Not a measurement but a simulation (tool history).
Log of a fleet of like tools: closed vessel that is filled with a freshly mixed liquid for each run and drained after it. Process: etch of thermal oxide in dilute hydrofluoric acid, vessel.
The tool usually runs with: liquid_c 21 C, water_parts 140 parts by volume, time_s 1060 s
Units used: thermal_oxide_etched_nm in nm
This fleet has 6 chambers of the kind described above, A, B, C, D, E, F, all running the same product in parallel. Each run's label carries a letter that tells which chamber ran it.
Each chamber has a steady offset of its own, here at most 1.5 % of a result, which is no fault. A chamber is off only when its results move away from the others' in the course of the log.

run   hour  liquid_c  water_parts  time_s  hours since the thermometer was replaced  hours since the hydrofluoric acid flow meter was replaced  read-back film thickness of the thermal oxide reference wafer, read on the same gauge (nm)  thermal_oxide_etched_nm
 1D    6.9        21          140    1060                                    1242.7                                                      924.7                                                                                      89.989                   30.124
 2C   16.4        21          140    1060                                    1488.5                                                      967.4                                                                                      89.995                   30.113
 3A   27.7        21          140    1060                                     715.5                                                      463.5                                                                                      89.996                   30.345
 4E   37.3        21          140    1060                                       780                                                     1415.4                                                                                      89.969                   29.955
 5B   43.5        21          140    1060                                     370.9                                                      632.2                                                                                      90.003                   30.601
 6F     50        21          140    1060                                     501.1                                                      466.6                                                                                      89.949                   30.033
 7A   56.1        21          140    1060                                     743.9                                                      491.9                                                                                      89.925                   30.207
 8F   67.6        21          140    1060                                     518.7                                                      484.2                                                                                      89.988                   30.018
 9D     77        21          140    1060                                    1312.8                                                      994.8                                                                                       90.04                   30.413
10B   88.5        21          140    1060                                     415.9                                                      677.2                                                                                       90.03                   30.532
11E   96.5        21          140    1645                                     839.2                                                     1474.6                                                                                      89.954                   46.892
12C  106.2        21          140    1645                                    1578.3                                                     1057.2                                                                                      89.967                   47.114
13F  112.1        21          140    1645                                     563.2                                                      528.7                                                                                      90.014                   46.876
14D  118.1        21          140    1645                                    1353.9                                                     1035.9                                                                                      90.018                   46.907
15E  128.7        21          140    1645                                     871.4                                                     1506.8                                                                                          90                   46.609
16B    136        21          140    1645                                     463.4                                                      724.7                                                                                      90.014                   47.383
17A  142.6        21          175    1060                                     830.4                                                      578.4                                                                                      89.968                   23.158
18C  154.1        21          175    1060                                    1626.2                                                     1105.1                                                                                      90.023                    23.25
19D  161.8        21          175    1060                                    1397.6                                                     1079.6                                                                                      90.037                   23.304
20A  170.9        21          175    1060                                     858.7                                                      606.7                                                                                      89.997                   23.157
21E  180.6        21          175    1060                                     923.3                                                     1558.7                                                                                      89.993                   23.147
22B  191.9        21          175    1060                                     519.3                                                      780.6                                                                                      89.948                   23.507
23C  204.4        21          140    1060                                    1676.5                                                     1155.4                                                                                      89.961                   30.355
     206.7  -- chamber E: hydrofluoric acid flow meter replaced
24F  213.2        21          140    1350                                     664.3                                                      629.8                                                                                      89.966                    39.12
25F  219.6        21          140    1350                                     670.7                                                      636.2                                                                                      89.985                   39.182
26E    228        21          140    1350                                     970.7                                                       21.4                                                                                      89.993                   38.399
27A  234.8        21          140    1350                                     922.6                                                      670.6                                                                                      90.062                   38.557
28C  243.1        21          140    1350                                    1715.2                                                     1194.1                                                                                      89.992                   38.499
29D  252.5        21          140    1350                                    1488.3                                                     1170.3                                                                                      89.992                   38.852
30B  262.2        21          140    1060                                     589.6                                                      850.9                                                                                      89.991                   30.652
31C  270.5        21          190    1330                                    1742.6                                                     1221.5                                                                                       89.98                   26.282
32F  282.4        21          190    1330                                     733.5                                                        699                                                                                      89.974                   27.323
33A  295.8        21          190    1330                                     983.6                                                      731.6                                                                                      90.019                   26.315
34E  308.7        21          190    1330                                    1051.4                                                      102.1                                                                                      89.971                   26.429
35B  315.5        21          190    1330                                     642.9                                                      904.2                                                                                      90.006                   26.659
36D  321.8        21          190    1330                                    1557.6                                                     1239.6                                                                                      89.966                   26.462
37C  332.6        21          140    1060                                    1804.7                                                     1283.6                                                                                      89.995                   30.369
38A  341.9        21          140    1060                                    1029.7                                                      777.7                                                                                      89.966                   30.176
39E  352.4        21          140    1060                                    1095.1                                                      145.8                                                                                      90.016                   30.009

All chambers now run identical settings, listed one chamber a line with results as question marks. What results will each chamber show?
40A  362.1        21          140    1060                                                                                                                                                                                                                         ?
40B  362.1        21          140    1060                                                                                                                                                                                                                         ?
40C  362.1        21          140    1060                                                                                                                                                                                                                         ?
40D  362.1        21          140    1060                                                                                                                                                                                                                         ?
40E  362.1        21          140    1060                                                                                                                                                                                                                         ?
40F  362.1        21          140    1060                                                                                                                                                                                                                         ?

run  thermal_oxide_etched_nm
40A                   30.118
40B                   30.564
40C                   30.212
40D                   30.006
40E                   30.287
40F                   31.854

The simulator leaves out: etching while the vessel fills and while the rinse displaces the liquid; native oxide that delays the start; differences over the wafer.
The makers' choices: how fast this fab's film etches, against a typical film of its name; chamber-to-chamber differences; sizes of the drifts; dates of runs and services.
